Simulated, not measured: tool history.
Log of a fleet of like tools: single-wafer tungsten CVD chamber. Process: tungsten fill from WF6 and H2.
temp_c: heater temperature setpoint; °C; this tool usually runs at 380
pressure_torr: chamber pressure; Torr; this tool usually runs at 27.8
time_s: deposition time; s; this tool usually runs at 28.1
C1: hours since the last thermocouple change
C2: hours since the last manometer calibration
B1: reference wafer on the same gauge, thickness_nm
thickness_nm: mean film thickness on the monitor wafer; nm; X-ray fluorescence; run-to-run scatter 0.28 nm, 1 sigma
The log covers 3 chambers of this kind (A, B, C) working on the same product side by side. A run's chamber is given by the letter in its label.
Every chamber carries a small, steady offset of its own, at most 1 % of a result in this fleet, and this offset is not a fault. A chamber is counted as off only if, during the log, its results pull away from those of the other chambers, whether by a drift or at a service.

run 1C hour=4.4 | temp_c=380 pressure_torr=27.8 time_s=28.1 | C1=46.0 C2=1879.2 | B1=45.800 | thickness_nm=53.068
run 2B hour=12.0 | temp_c=380 pressure_torr=27.8 time_s=28.1 | C1=1156.3 C2=642.7 | B1=45.805 | thickness_nm=53.607
run 3A hour=15.7 | temp_c=380 pressure_torr=27.8 time_s=28.1 | C1=1114.6 C2=633.4 | B1=45.779 | thickness_nm=53.732
run 4C hour=19.1 | temp_c=380 pressure_torr=27.8 time_s=28.1 | C1=60.7 C2=1893.9 | B1=45.794 | thickness_nm=53.093
run 5B hour=23.6 | temp_c=380 pressure_torr=27.8 time_s=28.1 | C1=1167.9 C2=654.3 | B1=45.810 | thickness_nm=53.767
run 6A hour=30.9 | temp_c=380 pressure_torr=27.8 time_s=28.1 | C1=1129.8 C2=648.6 | B1=45.748 | thickness_nm=53.552
run 7A hour=36.3 | temp_c=380 pressure_torr=27.8 time_s=28.1 | C1=1135.2 C2=654.0 | B1=45.794 | thickness_nm=53.619
run 8B hour=43.8 | temp_c=380 pressure_torr=27.8 time_s=28.1 | C1=1188.1 C2=674.5 | B1=45.810 | thickness_nm=53.040
run 9C hour=50.2 | temp_c=380 pressure_torr=27.8 time_s=28.1 | C1=91.8 C2=1925.0 | B1=45.774 | thickness_nm=53.653
run 10C hour=55.8 | temp_c=380 pressure_torr=27.8 time_s=28.1 | C1=97.4 C2=1930.6 | B1=45.796 | thickness_nm=52.993
run 11B hour=63.2 | temp_c=380 pressure_torr=27.8 time_s=28.1 | C1=1207.5 C2=693.9 | B1=45.790 | thickness_nm=53.291
-- hour=65.9 chamber A: thermocouple changed; heater temperature recalibrated
run 12A hour=67.9 | temp_c=380 pressure_torr=27.8 time_s=28.1 | C1=2.1 C2=685.6 | B1=45.854 | thickness_nm=50.876
run 13B hour=75.0 | temp_c=380 pressure_torr=27.8 time_s=28.1 | C1=1219.3 C2=705.7 | B1=45.781 | thickness_nm=53.465
run 14A hour=81.6 | temp_c=380 pressure_torr=27.8 time_s=28.1 | C1=15.8 C2=699.3 | B1=45.768 | thickness_nm=50.978
run 15C hour=89.1 | temp_c=395 pressure_torr=32.5 time_s=28.1 | C1=130.7 C2=1963.9 | B1=45.813 | thickness_nm=77.102
run 16A hour=94.3 | temp_c=395 pressure_torr=32.5 time_s=28.1 | C1=28.5 C2=712.0 | B1=45.820 | thickness_nm=74.162
run 17B hour=100.6 | temp_c=395 pressure_torr=32.5 time_s=28.1 | C1=1244.9 C2=731.3 | B1=45.797 | thickness_nm=76.926
run 18C hour=105.2 | temp_c=380 pressure_torr=27.8 time_s=28.1 | C1=146.8 C2=1980.0 | B1=45.846 | thickness_nm=53.571
run 19A hour=109.1 | temp_c=380 pressure_torr=27.8 time_s=28.1 | C1=43.3 C2=726.8 | B1=45.802 | thickness_nm=51.372
run 20B hour=112.7 | temp_c=380 pressure_torr=27.8 time_s=28.1 | C1=1257.0 C2=743.4 | B1=45.833 | thickness_nm=53.411
run 21C hour=119.2 | temp_c=380 pressure_torr=30.9 time_s=32.3 | C1=160.8 C2=1994.0 | B1=45.783 | thickness_nm=64.910
run 22C hour=123.8 | temp_c=380 pressure_torr=30.9 time_s=32.3 | C1=165.4 C2=1998.6 | B1=45.838 | thickness_nm=63.950
run 23B hour=127.9 | temp_c=380 pressure_torr=30.9 time_s=32.3 | C1=1272.2 C2=758.6 | B1=45.851 | thickness_nm=64.457
run 24A hour=134.8 | temp_c=380 pressure_torr=27.8 time_s=28.1 | C1=69.0 C2=752.5 | B1=45.785 | thickness_nm=50.992
run 25C hour=141.9 | temp_c=380 pressure_torr=27.8 time_s=28.1 | C1=183.5 C2=2016.7 | B1=45.835 | thickness_nm=53.070
run 26A hour=149.1 | temp_c=380 pressure_torr=27.8 time_s=28.1 | C1=83.3 C2=766.8 | B1=45.797 | thickness_nm=50.723
run 27B hour=156.5 | temp_c=380 pressure_torr=30.7 time_s=28.1 | C1=1300.8 C2=787.2 | B1=45.800 | thickness_nm=56.108

Read the log: is a single chamber off, either drifting away or since a service, is the gauge that measures every chamber drifting, or is nothing wrong beyond small per-chamber offsets? Name any odd chamber and what most likely caused it.

Chamber A has stood off from the others ever since a service on it.
Likeliest cause: wafer temperature below the value expected at the setpoint (K) = 2.34.

Below are 4 candidate recipes for chamber A's next run, each the usual settings with a change, their results shown as question marks. Which of them brings A's results back in line with what the other chambers give on the usual settings?
In line means no further than this from the other chambers' mean on the usual settings: thickness_nm 0.980 nm
run 28A-1 hour=161.9 | temp_c=380 pressure_torr=27.8 time_s=26.9 | thickness_nm=?
run 28A-2 hour=161.9 | temp_c=380 pressure_torr=26.6 time_s=26.5 | thickness_nm=?
run 28A-3 hour=161.9 | temp_c=380 pressure_torr=27.8 time_s=30.2 | thickness_nm=?
run 28A-4 hour=161.9 | temp_c=382 pressure_torr=27.8 time_s=28.1 | thickness_nm=?

What the other chambers average on the usual settings: thickness_nm 53.484 nm
run=28A-1 thickness_nm=49.050
run=28A-2 thickness_nm=47.298
run=28A-3 thickness_nm=55.093
run=28A-4 thickness_nm=53.396
The right change is 28A-4: it brings the chamber back within the allowed miss of the others.
